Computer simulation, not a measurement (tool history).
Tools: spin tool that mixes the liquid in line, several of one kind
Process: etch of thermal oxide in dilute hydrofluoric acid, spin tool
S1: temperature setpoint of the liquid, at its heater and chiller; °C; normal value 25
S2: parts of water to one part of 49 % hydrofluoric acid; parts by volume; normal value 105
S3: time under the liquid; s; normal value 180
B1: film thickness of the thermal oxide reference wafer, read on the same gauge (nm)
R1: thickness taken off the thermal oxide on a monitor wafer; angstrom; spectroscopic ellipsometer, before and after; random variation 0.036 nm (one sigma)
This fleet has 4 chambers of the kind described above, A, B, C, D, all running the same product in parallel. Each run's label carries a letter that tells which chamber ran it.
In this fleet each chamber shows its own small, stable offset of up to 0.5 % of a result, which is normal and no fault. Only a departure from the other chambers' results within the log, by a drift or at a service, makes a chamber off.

run   hour    S1   S2   S3      B1      R1
 1B   14.6    25  105  180  50.007  83.761
 2C   23.2    25  105  180  49.991  84.234
 3A   32.5    25  105  180  49.979  83.622
 4D   43.1    25  105  180  49.957  83.343
 5A   55.6  26.5   70  180  50.011  140.71
 6B   67.5  26.5   70  180   50.02  138.77
 7C   83.6  26.5   70  180  49.962  141.13
 8D   95.2  26.5   70  180  49.986  138.86
 9C  103.2    25  105  180  50.025  83.984
10A  117.8    25  105  180  49.972  83.977
11D  130.9    25  105  180  50.007  84.615
12B  145.6    25  105  180  49.996  83.038
13C  153.2    25  105  180  49.988  84.271
14A  164.6    25  105  180  49.974  83.645
15B  177.5    25  105  180  50.016  83.687
16D  192.4    25  105  180  49.993  83.652
17A  202.9  27.5  145  180  49.998  63.005
18B    218  27.5  145  180  50.036  63.152
     218.2  -- chamber C: hydrofluoric acid flow meter replaced
19D  232.2  27.5  145  180  50.067  64.243
20C  248.2  27.5  145  180      50  62.895
21B  260.1    23  140  180  49.993  55.593
22D  268.6    23  140  180  49.976  55.948
23C  281.6    23  140  180  49.959  56.204
24A  293.5    23  140  180  49.965  55.606
25B  301.4    25  105  180  50.027  83.593
26D  317.3    25  105  180  50.021  83.746
27A  326.3    22  105  180   49.97  74.234
28C  337.5    22  105  180  50.013  74.364
29A  353.3    22  105  180  49.955  74.434
30D  360.3    22  105  180  50.049    74.2
31B  370.1    25  105  275  50.018  127.19
32C  383.6    25  105  275  49.986  127.56
33D    391    25  105  275  49.952  127.78
     396.3  -- chamber A: hydrofluoric acid flow meter replaced
34B  405.6    25  105  275  50.036  126.81
35C  415.9    25  105  180  50.033  83.755
36A    429    25  105  180  49.981  83.484
37A  442.1    25  105  180  49.967   83.61
38C  454.9    25  105  180  50.029  83.865
39B  467.4    25  105  180  49.997  82.932
40D  478.5    25  135  180  49.981  63.067
41C  493.6    25  135  180  50.036  62.696
42D  502.2    25  135  180  49.981  63.059
43A  516.6    25  135  180  50.007  62.399
44B  532.6    25  105  180  50.005  83.654

Predict what each chamber gives when all 4 of them run the settings below next.
45A  544.2  25  65  180       ?
45B  544.2  25  65  180       ?
45C  544.2  25  65  180       ?
45D  544.2  25  65  180       ?

run      R1
45A  142.41
45B  141.75
45C  143.49
45D  140.63
